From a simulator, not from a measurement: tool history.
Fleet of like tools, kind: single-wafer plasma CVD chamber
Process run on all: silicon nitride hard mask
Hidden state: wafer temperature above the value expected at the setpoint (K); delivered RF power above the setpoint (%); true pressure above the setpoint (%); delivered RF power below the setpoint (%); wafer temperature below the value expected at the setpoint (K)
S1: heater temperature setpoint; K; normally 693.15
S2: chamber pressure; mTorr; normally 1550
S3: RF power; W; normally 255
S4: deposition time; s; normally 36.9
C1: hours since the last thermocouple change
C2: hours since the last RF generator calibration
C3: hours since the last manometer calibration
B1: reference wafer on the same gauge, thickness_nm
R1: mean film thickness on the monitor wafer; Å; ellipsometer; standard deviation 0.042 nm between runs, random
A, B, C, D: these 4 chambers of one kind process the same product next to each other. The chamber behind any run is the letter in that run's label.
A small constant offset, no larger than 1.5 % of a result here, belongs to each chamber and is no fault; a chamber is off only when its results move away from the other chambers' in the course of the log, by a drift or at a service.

Run 1C, hour 7.7: usual settings; C1 1540.8; C2 374.2; C3 633.3; B1 42.191. Result: R1 370.04 Å.
Run 2B, hour 13.4: usual settings; C1 608.1; C2 1361.3; C3 280.9; B1 42.191. Result: R1 369.25 Å.
Run 3A, hour 22.6: usual settings; C1 654.1; C2 301.6; C3 2217.5; B1 42.179. Result: R1 372.39 Å.
Run 4D, hour 29.1: usual settings; C1 754.6; C2 985.5; C3 771.2; B1 42.158. Result: R1 371.17 Å.
Run 5A, hour 34.8: usual settings; C1 666.3; C2 313.8; C3 2229.7; B1 42.173. Result: R1 372.98 Å.
Run 6C, hour 44.9: usual settings; C1 1578; C2 411.4; C3 670.5; B1 42.159. Result: R1 370.83 Å.
Run 7B, hour 54.1: usual settings; C1 648.8; C2 1402; C3 321.6; B1 42.158. Result: R1 369.09 Å.
Run 8D, hour 62.4: usual settings; C1 787.9; C2 1018.8; C3 804.5; B1 42.136. Result: R1 370.17 Å.
Run 9A, hour 70.3: usual settings; C1 701.8; C2 349.3; C3 2265.2; B1 42.144. Result: R1 373.04 Å.
Run 10C, hour 80: usual settings; C1 1613.1; C2 446.5; C3 705.6; B1 42.136. Result: R1 370.34 Å.
At hour 85.5: chamber D: RF generator calibrated.
Run 11B, hour 89.2: usual settings; C1 683.9; C2 1437.1; C3 356.7; B1 42.13. Result: R1 369.12 Å.
Run 12D, hour 97.3: usual settings; C1 822.8; C2 11.8; C3 839.4; B1 42.131. Result: R1 370.74 Å.
Run 13A, hour 102.6: usual settings; C1 734.1; C2 381.6; C3 2297.5; B1 42.108. Result: R1 372.09 Å.
Run 14D, hour 113.2: usual settings; C1 838.7; C2 27.7; C3 855.3; B1 42.104. Result: R1 371.25 Å.
Run 15C, hour 123.4: usual settings; C1 1656.5; C2 489.9; C3 749; B1 42.075. Result: R1 370.12 Å.
Run 16B, hour 131.1: usual settings; C1 725.8; C2 1479; C3 398.6; B1 42.079. Result: R1 368.35 Å.
Run 17C, hour 140.5: usual settings; C1 1673.6; C2 507; C3 766.1; B1 42.085. Result: R1 369.3 Å.
Run 18A, hour 146.9: usual settings; C1 778.4; C2 425.9; C3 2341.8; B1 42.062. Result: R1 371.97 Å.
Run 19D, hour 156.8: usual settings; C1 882.3; C2 71.3; C3 898.9; B1 42.057. Result: R1 369.55 Å.
Run 20B, hour 167.8: usual settings; C1 762.5; C2 1515.7; C3 435.3; B1 42.047. Result: R1 368.29 Å.
Run 21C, hour 178.3: usual settings; C1 1711.4; C2 544.8; C3 803.9; B1 42.041. Result: R1 369.03 Å.
Run 22A, hour 190: usual settings; C1 821.5; C2 469; C3 2384.9; B1 42.029. Result: R1 370.92 Å.
Run 23D, hour 196.8: usual settings; C1 922.3; C2 111.3; C3 938.9; B1 42.01. Result: R1 369.59 Å.
Run 24B, hour 204.5: usual settings; C1 799.2; C2 1552.4; C3 472; B1 42.005. Result: R1 368.23 Å.
Run 25A, hour 210.9: usual settings; C1 842.4; C2 489.9; C3 2405.8; B1 42.008. Result: R1 370.7 Å.

Predict what each chamber gives when all 4 of them run the settings below next.
Run 26A, hour 219.3: usual settings but S4 39.8 s. Result: R1 ?.
Run 26B, hour 219.3: usual settings but S4 39.8 s. Result: R1 ?.
Run 26C, hour 219.3: usual settings but S4 39.8 s. Result: R1 ?.
Run 26D, hour 219.3: usual settings but S4 39.8 s. Result: R1 ?.

run      R1
26A  400.24
26B  396.96
26C  398.43
26D  398.16
